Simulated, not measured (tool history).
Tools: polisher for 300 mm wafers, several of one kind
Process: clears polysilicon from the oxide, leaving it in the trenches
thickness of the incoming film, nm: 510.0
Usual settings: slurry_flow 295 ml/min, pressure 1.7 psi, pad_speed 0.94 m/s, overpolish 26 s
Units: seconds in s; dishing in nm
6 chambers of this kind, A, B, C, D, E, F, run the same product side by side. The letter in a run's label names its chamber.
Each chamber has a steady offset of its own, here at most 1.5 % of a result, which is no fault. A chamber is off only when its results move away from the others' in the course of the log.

run   hour  slurry_flow  pressure  pad_speed  overpolish  wafers polished on this pad  hours since the slurry nozzle was cleaned  hours since the head pressure was calibrated  seconds  dishing
 1A    5.5          295       1.7       0.94          26                          556                                      615.4                                         761.4   62.152   61.690
 2C   11.4          295       1.7       0.94          26                          391                                      218.0                                         569.3   61.773   58.977
 3F   16.0          295       1.7       0.94          26                         1093                                      277.8                                         361.3   64.285   58.971
 4B   24.2          295       1.7       0.94          26                          265                                      164.4                                         437.5   64.510   60.438
      26.0  -- chamber A: slurry nozzle cleaned
 5E   31.4          295       1.7       0.94          26                          414                                      271.4                                         418.8   61.728   60.965
 6D   37.0          295       1.7       0.94          26                          454                                      345.7                                         712.6   62.361   60.523
 7C   41.4          295       2.3       0.94          35                          611                                      248.0                                         599.3   45.791   59.976
 8E   46.7          295       2.3       0.94          35                          527                                      286.7                                         434.1   47.446   62.046
 9B   53.2          295       2.3       0.94          35                          478                                      193.4                                         466.5   47.273   63.479
10D   57.9          295       2.3       0.94          35                          608                                      366.6                                         733.5   47.600   61.578
      58.2  -- chamber A: worn pad replaced by a new one
      61.5  -- chamber E: worn pad replaced by a new one
11A   66.2          295       2.3       0.94          35                           58                                       40.3                                         822.1   45.760   63.227
      67.1  -- chamber F: worn pad replaced by a new one
12F   71.0          295       2.3       0.94          35                           29                                      332.8                                         416.3   45.963   62.940
      76.7  -- chamber B: worn pad replaced by a new one
13E   77.7          295       1.9       0.64          26                          119                                      317.7                                         465.1   82.291   58.634
14F   81.3          295       1.9       0.64          26                          104                                      343.1                                         426.6   82.371   59.437
15D   86.4          295       1.9       0.64          26                          817                                      395.1                                         762.0   82.938   55.492
16A   92.9          295       1.9       0.64          26                          255                                       67.0                                         848.8   82.854   55.720
17B   97.4          295       1.9       0.64          26                          152                                      237.6                                         510.7   83.902   57.010
     100.6  -- chamber D: worn pad replaced by a new one
18C  102.2          295       1.9       0.64          26                         1059                                      308.8                                         660.1   81.801   57.011
     103.1  -- chamber C: worn pad replaced by a new one
19D  109.8          295       1.7       0.94          26                           67                                      418.5                                         785.4   63.168   59.588
20A  113.7          395       1.7       0.94          26                          408                                       87.8                                         869.6   61.563   59.860
21B  119.8          395       1.7       0.94          26                          317                                      260.0                                         533.1   60.038   59.598
22E  123.6          395       1.7       0.94          26                          457                                      363.6                                         511.0   61.504   59.547
     125.6  -- chamber F: head pressure recalibrated
23C  131.6          395       1.7       0.94          26                          209                                      338.2                                         689.5   60.783   60.636
24F  136.7          395       1.7       0.94          26                          512                                      398.5                                          11.2   61.383   62.310
25C  142.9          395       1.7       0.94          26                          293                                      349.5                                         700.8   60.604   59.097
     143.5  -- chamber F: slurry nozzle cleaned
     146.4  -- chamber C: slurry nozzle cleaned
26D  149.3          295       1.7       0.94          26                          358                                      458.0                                         824.9   62.452   58.631
27E  156.7          295       1.7       0.94          26                          701                                      396.7                                         544.1   61.917   60.116
     157.3  -- chamber B: worn pad replaced by a new one
28B  164.1          295       1.7       0.94          26                           50                                      304.3                                         577.4   63.788   59.173
     169.6  -- chamber E: worn pad replaced by a new one
29F  170.3          295       1.7       0.94          26                          759                                       26.8                                          44.8   62.214   60.547
     177.7  -- chamber A: worn pad replaced by a new one
30A  178.3          295       1.7       0.94          26                            5                                      152.4                                         934.2   62.613   59.836
31A  183.3          295       1.7       0.94          26                           41                                      157.4                                         939.2   61.007   60.681
32C  190.0          295       1.7       0.94          26                          639                                       43.6                                         747.9   61.971   59.440
33D  196.8          295       1.7       0.94          26                          708                                      505.5                                         872.4   64.132   60.201
34E  202.7          295       1.7       0.94          26                          243                                      442.7                                         590.1   62.198   59.217
35F  207.1          295       1.7       0.94          26                         1030                                       63.6                                          81.6   62.639   60.968
36B  214.8          230       1.7       0.94          26                          423                                      355.0                                         628.1   65.136   58.781
37F  220.3          230       1.7       0.94          26                         1127                                       76.8                                          94.8   63.967   60.722
38E  225.9          230       1.7       0.94          26                          414                                      465.9                                         613.3   64.626   61.897
     226.8  -- chamber C: worn pad replaced by a new one
     231.3  -- chamber D: worn pad replaced by a new one
39D  233.3          230       1.7       0.94          26                           15                                      542.0                                         908.9   65.706   58.430
40A  241.1          230       1.7       0.94          26                          467                                      215.2                                         997.0   63.791   57.346
     244.6  -- chamber B: worn pad replaced by a new one
41C  245.6          230       1.7       0.94          26                          138                                       99.2                                         803.5   64.101   60.055
42B  249.6          295       1.7       0.94          26                           37                                      389.8                                         662.9   63.552   57.586
43C  257.8          295       1.7       0.94          26                          228                                      111.4                                         815.7   62.664   59.506
44B  262.5          295       1.7       0.94          26                          132                                      402.7                                         675.8   62.310   59.798

All 6 chambers run these settings next. Forecast each chamber's results:
45A  268.5          295       1.7       0.94          34                                                                                                                              ?        ?
45B  268.5          295       1.7       0.94          34                                                                                                                              ?        ?
45C  268.5          295       1.7       0.94          34                                                                                                                              ?        ?
45D  268.5          295       1.7       0.94          34                                                                                                                              ?        ?
45E  268.5          295       1.7       0.94          34                                                                                                                              ?        ?
45F  268.5          295       1.7       0.94          34                                                                                                                              ?        ?

run  seconds  dishing
45A   62.229   59.984
45B   63.558   62.601
45C   63.503   62.917
45D   62.119   61.539
45E   61.854   61.181
45F   63.378   62.511

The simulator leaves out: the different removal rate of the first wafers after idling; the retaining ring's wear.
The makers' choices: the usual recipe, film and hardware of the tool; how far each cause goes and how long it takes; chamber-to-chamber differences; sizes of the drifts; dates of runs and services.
